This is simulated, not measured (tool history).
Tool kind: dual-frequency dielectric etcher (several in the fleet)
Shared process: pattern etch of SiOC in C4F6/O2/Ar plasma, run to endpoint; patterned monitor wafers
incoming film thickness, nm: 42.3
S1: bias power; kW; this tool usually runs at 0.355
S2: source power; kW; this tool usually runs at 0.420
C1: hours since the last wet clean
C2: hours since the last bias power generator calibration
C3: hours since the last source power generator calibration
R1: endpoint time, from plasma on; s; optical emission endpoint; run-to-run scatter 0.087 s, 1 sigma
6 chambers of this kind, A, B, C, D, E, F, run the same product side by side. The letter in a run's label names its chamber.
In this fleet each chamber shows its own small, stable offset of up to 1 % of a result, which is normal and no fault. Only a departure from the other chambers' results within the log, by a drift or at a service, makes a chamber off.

run	hour	S1	S2	C1	C2	C3	R1
1D	5.5	0.355	0.420	498.5	1312.4	499.1	15.896
# hour 8.4: chamber F: wet clean of the chamber
# hour 10.7: chamber B: wet clean of the chamber
2A	12.6	0.355	0.420	119.3	597.7	1189.4	15.786
3E	18.7	0.355	0.420	183.2	1016.7	77.1	15.945
4B	24.9	0.355	0.420	14.3	1498.7	683.2	15.705
5C	29.8	0.355	0.420	149.9	1552.0	3249.1	16.046
6F	37.8	0.355	0.420	29.5	2271.3	2096.3	15.887
7A	45.8	0.355	0.420	152.5	630.9	1222.6	15.804
8F	52.6	0.355	0.420	44.3	2286.1	2111.1	15.805
9B	56.8	0.355	0.420	46.2	1530.6	715.1	15.827
10D	62.4	0.391	0.360	555.4	1369.3	556.0	16.261
11E	68.0	0.391	0.360	232.5	1066.0	126.4	16.397
12C	75.6	0.391	0.360	195.7	1597.8	3294.9	16.219
13C	81.9	0.391	0.360	202.0	1604.1	3301.2	16.271
# hour 84.9: chamber D: wet clean of the chamber
14B	88.3	0.391	0.360	77.7	1562.1	746.6	16.271
15A	95.6	0.391	0.360	202.3	680.7	1272.4	16.286
16F	102.0	0.355	0.420	93.7	2335.5	2160.5	15.770
17D	109.1	0.355	0.420	24.3	1416.0	602.7	15.750
18E	112.9	0.396	0.340	277.4	1110.9	171.3	16.685
19D	118.9	0.396	0.340	34.1	1425.8	612.5	16.420
20C	124.1	0.396	0.340	244.2	1646.3	3343.4	16.711
21E	129.4	0.396	0.340	293.9	1127.4	187.8	16.799
22B	135.0	0.396	0.340	124.4	1608.8	793.3	16.455
23F	141.5	0.396	0.340	133.2	2375.0	2200.0	16.366
24A	149.2	0.355	0.420	255.9	734.3	1326.0	15.913
25D	155.7	0.355	0.420	70.9	1462.6	649.3	15.841
26B	163.8	0.355	0.420	153.2	1637.6	822.1	15.743
27E	172.0	0.355	0.420	336.5	1170.0	230.4	16.192
28C	179.1	0.355	0.420	299.2	1701.3	3398.4	15.980
29F	186.6	0.355	0.420	178.3	2420.1	2245.1	15.815
30A	193.1	0.355	0.420	299.8	778.2	1369.9	15.866
31A	198.4	0.355	0.420	305.1	783.5	1375.2	15.857
32D	206.1	0.355	0.420	121.3	1513.0	699.7	15.836
33B	211.7	0.355	0.420	201.1	1685.5	870.0	15.842
34C	215.5	0.355	0.420	335.6	1737.7	3434.8	15.987
35E	221.8	0.412	0.330	386.3	1219.8	280.2	17.079
36F	229.3	0.412	0.330	221.0	2462.8	2287.8	16.351
37D	235.2	0.412	0.330	150.4	1542.1	728.8	16.400
38A	242.8	0.412	0.330	349.5	827.9	1419.6	16.352
39B	248.7	0.412	0.330	238.1	1722.5	907.0	16.495
40E	253.2	0.412	0.330	417.7	1251.2	311.6	17.298
# hour 253.9: chamber C: source power generator calibrated
41C	259.0	0.355	0.420	379.1	1781.2	5.2	15.982
42F	265.9	0.425	0.470	257.6	2499.4	2324.4	14.288
43D	270.9	0.425	0.470	186.1	1577.8	764.5	14.174

Is one chamber out of step, is the gauge drifting, or do the chambers differ by no more than their own small offsets? For an off chamber, give its letter and the likeliest cause.

Little by little, chamber E moves away from the other chambers.
Most likely cause: etch rate under this chamber's usual, % = 3.88.

Here are 4 candidates for chamber E's next run, each the usual settings with a change, their results left as question marks. Which one brings its results back in line with what the others give on the usual settings?
To be in line, a result may differ from the other chambers' mean on the usual settings by at most: R1 0.300 s
44E-1	276.8	0.402	0.420				?
44E-2	276.8	0.407	0.480				?
44E-3	276.8	0.355	0.330				?
44E-4	276.8	0.332	0.390				?

Average result of the remaining chambers running the usual settings: R1 15.841 s
run	R1
44E-1	15.844
44E-2	15.008
44E-3	18.120
44E-4	17.427
The answer is 44E-1, which returns the chamber to within the allowed miss of the others.
